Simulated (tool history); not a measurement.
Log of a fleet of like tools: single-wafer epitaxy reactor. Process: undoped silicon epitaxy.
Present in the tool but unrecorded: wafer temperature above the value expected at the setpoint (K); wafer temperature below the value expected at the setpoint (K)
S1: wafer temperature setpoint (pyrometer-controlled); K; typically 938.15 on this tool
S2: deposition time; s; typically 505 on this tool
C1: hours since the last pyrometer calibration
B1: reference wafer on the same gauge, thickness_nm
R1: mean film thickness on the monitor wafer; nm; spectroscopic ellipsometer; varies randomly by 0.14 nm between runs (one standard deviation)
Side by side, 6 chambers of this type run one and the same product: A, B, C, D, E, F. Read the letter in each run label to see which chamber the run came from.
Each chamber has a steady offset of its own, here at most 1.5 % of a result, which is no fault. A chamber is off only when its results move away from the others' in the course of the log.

{"run": "1B", "hour": 7.3, "S1": 938.15, "S2": 505, "C1": 1821.7, "B1": 99.042, "R1": 118.53}
{"run": "2C", "hour": 13.7, "S1": 938.15, "S2": 505, "C1": 818.6, "B1": 99.044, "R1": 117.78}
{"run": "3D", "hour": 20.5, "S1": 938.15, "S2": 505, "C1": 566.2, "B1": 99.041, "R1": 116.48}
{"run": "4A", "hour": 26.9, "S1": 938.15, "S2": 505, "C1": 1075.9, "B1": 99.062, "R1": 118.14}
{"run": "5E", "hour": 31.0, "S1": 932.15, "S2": 505, "C1": 74.2, "B1": 99.061, "R1": 102.5}
{"run": "6F", "hour": 37.0, "S1": 932.15, "S2": 505, "C1": 1356.8, "B1": 99.078, "R1": 103.17}
{"run": "7A", "hour": 45.4, "S1": 932.15, "S2": 505, "C1": 1094.4, "B1": 99.079, "R1": 103.72}
{"run": "8D", "hour": 53.3, "S1": 932.15, "S2": 505, "C1": 599.0, "B1": 99.088, "R1": 102.65}
{"run": "9B", "hour": 61.2, "S1": 932.15, "S2": 505, "C1": 1875.6, "B1": 99.135, "R1": 104.76}
{"hour": 67.1, "done": "chamber B: pyrometer calibrated"}
{"run": "10E", "hour": 69.7, "S1": 932.15, "S2": 505, "C1": 112.9, "B1": 99.167, "R1": 102.57}
{"run": "11F", "hour": 74.0, "S1": 938.15, "S2": 505, "C1": 1393.8, "B1": 99.137, "R1": 117.13}
{"run": "12C", "hour": 79.8, "S1": 938.15, "S2": 422, "C1": 884.7, "B1": 99.142, "R1": 98.74}
{"run": "13D", "hour": 84.6, "S1": 938.15, "S2": 422, "C1": 630.3, "B1": 99.179, "R1": 97.55}
{"run": "14F", "hour": 92.9, "S1": 938.15, "S2": 422, "C1": 1412.7, "B1": 99.197, "R1": 98.233}
{"run": "15C", "hour": 101.5, "S1": 938.15, "S2": 422, "C1": 906.4, "B1": 99.217, "R1": 98.42}
{"run": "16A", "hour": 108.5, "S1": 938.15, "S2": 422, "C1": 1157.5, "B1": 99.19, "R1": 98.721}
{"run": "17E", "hour": 114.3, "S1": 938.15, "S2": 422, "C1": 157.5, "B1": 99.211, "R1": 97.651}
{"run": "18B", "hour": 119.0, "S1": 938.15, "S2": 505, "C1": 52.0, "B1": 99.222, "R1": 118.87}
{"run": "19E", "hour": 125.8, "S1": 938.15, "S2": 505, "C1": 169.0, "B1": 99.238, "R1": 116.62}
{"run": "20A", "hour": 130.9, "S1": 938.15, "S2": 505, "C1": 1179.9, "B1": 99.236, "R1": 118.22}
{"run": "21F", "hour": 137.0, "S1": 938.15, "S2": 505, "C1": 1456.8, "B1": 99.273, "R1": 117.34}
{"run": "22D", "hour": 145.4, "S1": 938.15, "S2": 505, "C1": 691.1, "B1": 99.271, "R1": 116.85}
{"run": "23C", "hour": 153.8, "S1": 938.15, "S2": 505, "C1": 958.7, "B1": 99.287, "R1": 118.23}
{"run": "24B", "hour": 158.7, "S1": 938.15, "S2": 505, "C1": 91.7, "B1": 99.276, "R1": 118.92}
{"run": "25E", "hour": 162.9, "S1": 938.15, "S2": 505, "C1": 206.1, "B1": 99.294, "R1": 116.76}
{"run": "26F", "hour": 171.1, "S1": 938.15, "S2": 538, "C1": 1490.9, "B1": 99.314, "R1": 125.18}
{"run": "27A", "hour": 175.4, "S1": 938.15, "S2": 538, "C1": 1224.4, "B1": 99.311, "R1": 125.86}
{"run": "28B", "hour": 182.8, "S1": 938.15, "S2": 538, "C1": 115.8, "B1": 99.304, "R1": 126.6}
{"run": "29D", "hour": 187.8, "S1": 938.15, "S2": 538, "C1": 733.5, "B1": 99.353, "R1": 124.52}
{"run": "30C", "hour": 191.8, "S1": 938.15, "S2": 538, "C1": 996.7, "B1": 99.356, "R1": 125.97}
{"run": "31C", "hour": 196.0, "S1": 938.15, "S2": 538, "C1": 1000.9, "B1": 99.329, "R1": 126.0}
{"run": "32F", "hour": 201.9, "S1": 938.15, "S2": 505, "C1": 1521.7, "B1": 99.361, "R1": 117.66}
{"run": "33D", "hour": 208.1, "S1": 938.15, "S2": 505, "C1": 753.8, "B1": 99.364, "R1": 117.07}
{"run": "34A", "hour": 212.5, "S1": 938.15, "S2": 505, "C1": 1261.5, "B1": 99.419, "R1": 118.34}
{"run": "35E", "hour": 217.8, "S1": 938.15, "S2": 505, "C1": 261.0, "B1": 99.386, "R1": 117.17}
{"run": "36B", "hour": 224.3, "S1": 938.15, "S2": 505, "C1": 157.3, "B1": 99.376, "R1": 118.9}
{"run": "37D", "hour": 230.2, "S1": 938.15, "S2": 505, "C1": 775.9, "B1": 99.392, "R1": 116.92}
{"run": "38B", "hour": 237.4, "S1": 938.15, "S2": 505, "C1": 170.4, "B1": 99.426, "R1": 119.13}
{"run": "39C", "hour": 244.1, "S1": 938.15, "S2": 505, "C1": 1049.0, "B1": 99.447, "R1": 118.41}
{"run": "40F", "hour": 252.0, "S1": 938.15, "S2": 505, "C1": 1571.8, "B1": 99.454, "R1": 117.28}
{"run": "41A", "hour": 258.1, "S1": 938.15, "S2": 505, "C1": 1307.1, "B1": 99.45, "R1": 118.39}
{"run": "42E", "hour": 262.3, "S1": 938.15, "S2": 505, "C1": 305.5, "B1": 99.467, "R1": 116.85}
{"run": "43D", "hour": 268.3, "S1": 938.15, "S2": 505, "C1": 814.0, "B1": 99.497, "R1": 116.88}

Which is it: a chamber that has drifted or been left off by a service, a gauge drift common to all chambers, or only each chamber's usual small offset? If a chamber is off, name it and its likeliest cause.

None of the chambers is off. What moves is the gauge, dragging all their readings along together.
Likeliest cause: gauge reads high (%) = 0.5.

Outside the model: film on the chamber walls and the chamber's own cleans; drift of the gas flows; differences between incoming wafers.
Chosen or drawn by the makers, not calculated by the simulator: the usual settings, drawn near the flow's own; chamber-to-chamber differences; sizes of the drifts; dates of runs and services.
